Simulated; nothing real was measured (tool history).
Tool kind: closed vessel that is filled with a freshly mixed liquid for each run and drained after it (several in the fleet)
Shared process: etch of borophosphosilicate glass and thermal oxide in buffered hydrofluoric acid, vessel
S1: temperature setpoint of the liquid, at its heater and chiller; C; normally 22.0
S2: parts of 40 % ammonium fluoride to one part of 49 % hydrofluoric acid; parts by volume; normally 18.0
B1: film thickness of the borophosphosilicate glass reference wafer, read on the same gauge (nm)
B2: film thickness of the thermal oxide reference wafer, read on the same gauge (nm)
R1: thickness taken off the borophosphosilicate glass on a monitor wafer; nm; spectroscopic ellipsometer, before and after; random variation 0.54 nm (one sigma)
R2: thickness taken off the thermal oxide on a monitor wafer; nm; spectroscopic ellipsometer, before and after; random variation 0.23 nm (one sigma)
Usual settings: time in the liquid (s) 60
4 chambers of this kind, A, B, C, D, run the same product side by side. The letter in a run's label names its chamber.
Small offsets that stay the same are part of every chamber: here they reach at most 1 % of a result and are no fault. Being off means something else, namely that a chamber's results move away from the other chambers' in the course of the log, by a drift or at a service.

Run 1B, hour 3.7: usual settings; B1 90.046; B2 140.01. Result: R1 70.714 nm, R2 33.774 nm.
Run 2D, hour 11.8: usual settings; B1 90.006; B2 140.01. Result: R1 69.988 nm, R2 33.619 nm.
Run 3C, hour 17.7: usual settings; B1 89.982; B2 140.00. Result: R1 68.820 nm, R2 33.660 nm.
Run 4A, hour 23.4: usual settings; B1 90.034; B2 140.00. Result: R1 69.302 nm, R2 33.457 nm.
Run 5D, hour 31.6: usual settings; B1 89.992; B2 140.00. Result: R1 69.488 nm, R2 34.004 nm.
Run 6B, hour 36.7: usual settings; B1 89.977; B2 140.02. Result: R1 70.390 nm, R2 33.747 nm.
Run 7C, hour 40.7: usual settings; B1 90.021; B2 140.02. Result: R1 69.301 nm, R2 33.470 nm.
Run 8A, hour 46.9: usual settings but time in the liquid (s) 80; B1 89.994; B2 140.00. Result: R1 93.524 nm, R2 44.579 nm.
Run 9C, hour 52.1: usual settings but time in the liquid (s) 80; B1 90.002; B2 139.99. Result: R1 91.627 nm, R2 44.589 nm.
Run 10B, hour 58.4: usual settings but time in the liquid (s) 80; B1 89.981; B2 140.01. Result: R1 93.261 nm, R2 44.811 nm.
Run 11A, hour 63.3: usual settings but time in the liquid (s) 80; B1 89.950; B2 139.99. Result: R1 91.602 nm, R2 45.024 nm.
Run 12D, hour 69.1: usual settings; B1 90.043; B2 140.01. Result: R1 68.314 nm, R2 34.131 nm.
Run 13A, hour 74.9: usual settings; B1 90.036; B2 139.99. Result: R1 69.120 nm, R2 34.132 nm.
Run 14B, hour 81.8: usual settings; B1 89.969; B2 139.98. Result: R1 70.783 nm, R2 34.275 nm.
Run 15D, hour 88.2: usual settings; B1 90.015; B2 140.00. Result: R1 69.039 nm, R2 33.881 nm.
Run 16C, hour 95.6: usual settings; B1 89.986; B2 139.99. Result: R1 69.369 nm, R2 33.275 nm.
Run 17A, hour 103.5: usual settings; B1 90.012; B2 140.00. Result: R1 68.702 nm, R2 33.626 nm.
Run 18B, hour 110.7: usual settings; B1 90.063; B2 139.98. Result: R1 70.205 nm, R2 33.760 nm.
Run 19D, hour 118.2: usual settings; B1 89.953; B2 140.03. Result: R1 69.295 nm, R2 33.695 nm.
Run 20C, hour 122.8: usual settings; B1 89.985; B2 139.99. Result: R1 68.312 nm, R2 34.130 nm.
Run 21B, hour 126.9: usual settings but S1 25.0 C, time in the liquid (s) 30; B1 90.002; B2 139.99. Result: R1 41.897 nm, R2 19.777 nm.
Run 22D, hour 132.4: usual settings but S1 25.0 C, time in the liquid (s) 30; B1 90.003; B2 140.01. Result: R1 40.698 nm, R2 19.915 nm.
Run 23A, hour 136.1: usual settings but S1 25.0 C, time in the liquid (s) 30; B1 89.959; B2 140.00. Result: R1 40.989 nm, R2 19.856 nm.
Run 24C, hour 139.8: usual settings but S1 25.0 C, time in the liquid (s) 30; B1 89.991; B2 139.99. Result: R1 40.507 nm, R2 19.891 nm.
Run 25D, hour 144.9: usual settings; B1 89.967; B2 140.00. Result: R1 68.817 nm, R2 33.806 nm.
Run 26B, hour 151.0: usual settings; B1 89.947; B2 139.99. Result: R1 70.508 nm, R2 33.605 nm.
Run 27A, hour 158.8: usual settings but S1 25.5 C; B1 90.011; B2 140.00. Result: R1 83.808 nm, R2 40.707 nm.
Run 28C, hour 166.5: usual settings but S1 25.5 C; B1 90.026; B2 140.01. Result: R1 83.696 nm, R2 40.859 nm.
Run 29D, hour 172.1: usual settings but S1 25.5 C; B1 90.048; B2 140.00. Result: R1 84.900 nm, R2 41.195 nm.
Run 30C, hour 175.9: usual settings but S1 25.5 C; B1 90.030; B2 140.01. Result: R1 83.123 nm, R2 41.304 nm.
Run 31B, hour 181.9: usual settings but S2 22.5 parts by volume, time in the liquid (s) 40; B1 89.963; B2 140.00. Result: R1 38.646 nm, R2 18.575 nm.
Run 32A, hour 186.4: usual settings but S2 22.5 parts by volume, time in the liquid (s) 40; B1 90.021; B2 140.00. Result: R1 38.228 nm, R2 18.467 nm.
Run 33A, hour 191.2: usual settings but S2 22.5 parts by volume, time in the liquid (s) 40; B1 89.969; B2 140.00. Result: R1 37.674 nm, R2 18.611 nm.
Run 34C, hour 195.2: usual settings but S2 22.5 parts by volume, time in the liquid (s) 40; B1 89.998; B2 140.01. Result: R1 37.946 nm, R2 18.318 nm.
Run 35D, hour 201.0: usual settings; B1 89.982; B2 140.01. Result: R1 68.344 nm, R2 33.458 nm.
Run 36B, hour 207.8: usual settings; B1 90.002; B2 140.01. Result: R1 70.339 nm, R2 33.760 nm.
Run 37D, hour 212.5: usual settings; B1 89.999; B2 139.99. Result: R1 69.159 nm, R2 33.961 nm.

Which is it: a chamber that has drifted or been left off by a service, a gauge drift common to all chambers, or only each chamber's usual small offset? If a chamber is off, name it and its likeliest cause.

Beyond each chamber's small constant offset nothing stands out, and the gauge stays steady.

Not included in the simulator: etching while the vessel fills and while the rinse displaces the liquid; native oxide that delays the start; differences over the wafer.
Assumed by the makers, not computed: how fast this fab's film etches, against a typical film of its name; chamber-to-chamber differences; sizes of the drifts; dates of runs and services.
